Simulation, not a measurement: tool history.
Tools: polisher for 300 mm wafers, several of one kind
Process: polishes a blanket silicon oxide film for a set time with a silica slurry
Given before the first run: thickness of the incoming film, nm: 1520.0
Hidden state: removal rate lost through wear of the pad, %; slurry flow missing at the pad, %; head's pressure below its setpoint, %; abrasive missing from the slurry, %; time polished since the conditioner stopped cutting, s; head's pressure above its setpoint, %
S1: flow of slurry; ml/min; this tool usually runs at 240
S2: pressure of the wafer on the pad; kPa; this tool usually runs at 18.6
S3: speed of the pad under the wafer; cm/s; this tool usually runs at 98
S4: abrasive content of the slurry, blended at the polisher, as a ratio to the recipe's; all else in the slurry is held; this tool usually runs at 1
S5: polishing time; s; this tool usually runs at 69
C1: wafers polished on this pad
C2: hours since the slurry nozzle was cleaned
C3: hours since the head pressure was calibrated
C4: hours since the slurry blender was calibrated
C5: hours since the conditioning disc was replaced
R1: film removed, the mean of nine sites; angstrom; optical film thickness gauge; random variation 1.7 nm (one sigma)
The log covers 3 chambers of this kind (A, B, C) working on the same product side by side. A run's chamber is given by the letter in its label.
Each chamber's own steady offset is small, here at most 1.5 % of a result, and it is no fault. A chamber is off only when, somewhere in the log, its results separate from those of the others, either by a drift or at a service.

run,hour,S1,S2,S3,S4,S5,C1,C2,C3,C4,C5,R1
1C,3.1,240,18.6,98,1,69,799,283.8,113.8,291,31.9,1173.7
2A,8.6,240,18.6,98,1,69,477,59.1,256.7,41.6,333.2,1148.6
3B,13.3,240,18.6,98,1,69,318,18.8,218.4,356.8,242.3,1164.3
4A,16.4,240,18.6,98,1,69,560,66.9,264.5,49.4,341,1137.7
# hour 17.3: chamber B: slurry blender recalibrated
5C,19.1,240,18.6,98,1,69,969,299.8,129.8,307,47.9,1187
6B,23.9,240,18.6,98,1,69,430,29.4,229,6.6,252.9,1137.5
7B,28.2,240,18.6,98,1,69,476,33.7,233.3,10.9,257.2,1146.9
8C,33.3,240,18.6,98,1,69,1120,314,144,321.2,62.1,1156.4
9A,36,240,18.6,98,1,69,768,86.5,284.1,69,360.6,1131.2
# hour 36.5: chamber C: worn pad replaced by a new one
10B,39.4,240,21.4,118,1,69,595,44.9,244.5,22.1,268.4,1571.1
11C,41.8,240,21.4,118,1,69,57,322.5,152.5,329.7,70.6,1505.2
12A,45.1,240,21.4,118,1,69,865,95.6,293.2,78.1,369.7,1528
13B,50.3,240,13.8,98,1,69,711,55.8,255.4,33,279.3,874.21
14C,54.3,240,13.8,98,1,69,190,335,165,342.2,83.1,838.01
15A,59.6,240,13.8,98,1,69,1019,110.1,307.7,92.6,384.2,832.04
16C,62,240,18.6,98,1,69,272,342.7,172.7,349.9,90.8,1111.9
17A,67.4,240,18.6,98,1,69,1102,117.9,315.5,100.4,392,1142.2
# hour 68.9: chamber B: worn pad replaced by a new one
18B,70.5,240,18.6,98,1,69,17,76,275.6,53.2,299.5,1153.1
# hour 70.8: chamber C: slurry nozzle cleaned
# hour 74.4: chamber A: worn pad replaced by a new one
19C,75.4,240,18.6,98,1,69,414,4.6,186.1,363.3,104.2,1057.8
# hour 76.6: chamber A: slurry blender recalibrated
20B,80.9,240,18.6,98,1,69,127,86.4,286,63.6,309.9,1165.9
21A,83.6,240,18.6,98,1,69,98,134.1,331.7,7.1,408.2,1169.6
22C,88.6,240,18.6,98,1,69,555,17.8,199.3,376.5,117.4,1035.9
23A,92.4,240,18.6,98,1,69,191,142.9,340.5,15.9,417,1124.7
24B,96.5,240,18.6,122,1,61,293,102,301.6,79.2,325.5,1187.8
25B,102,240,18.6,122,1,61,352,107.5,307.1,84.7,331,1205.8
26A,104.9,240,18.6,122,1,61,324,155.4,353,28.4,429.5,1181.9
# hour 106.5: chamber C: conditioning disc replaced and pad reconditioned
27C,108.8,240,18.6,98,1,69,769,38,219.5,396.7,2.3,964.81
28A,112.9,240,18.6,98,0.85,88,409,163.4,361,36.4,437.5,1350.1
29B,116.8,240,18.6,98,0.85,88,509,122.3,321.9,99.5,345.8,1357.9

Predict what each chamber gives when all 3 of them run the settings below next.
30A,120.7,240,18.6,98,1,69,,,,,,?
30B,120.7,240,18.6,98,1,69,,,,,,?
30C,120.7,240,18.6,98,1,69,,,,,,?

run,R1
30A,1176.5
30B,1182.5
30C,936.85
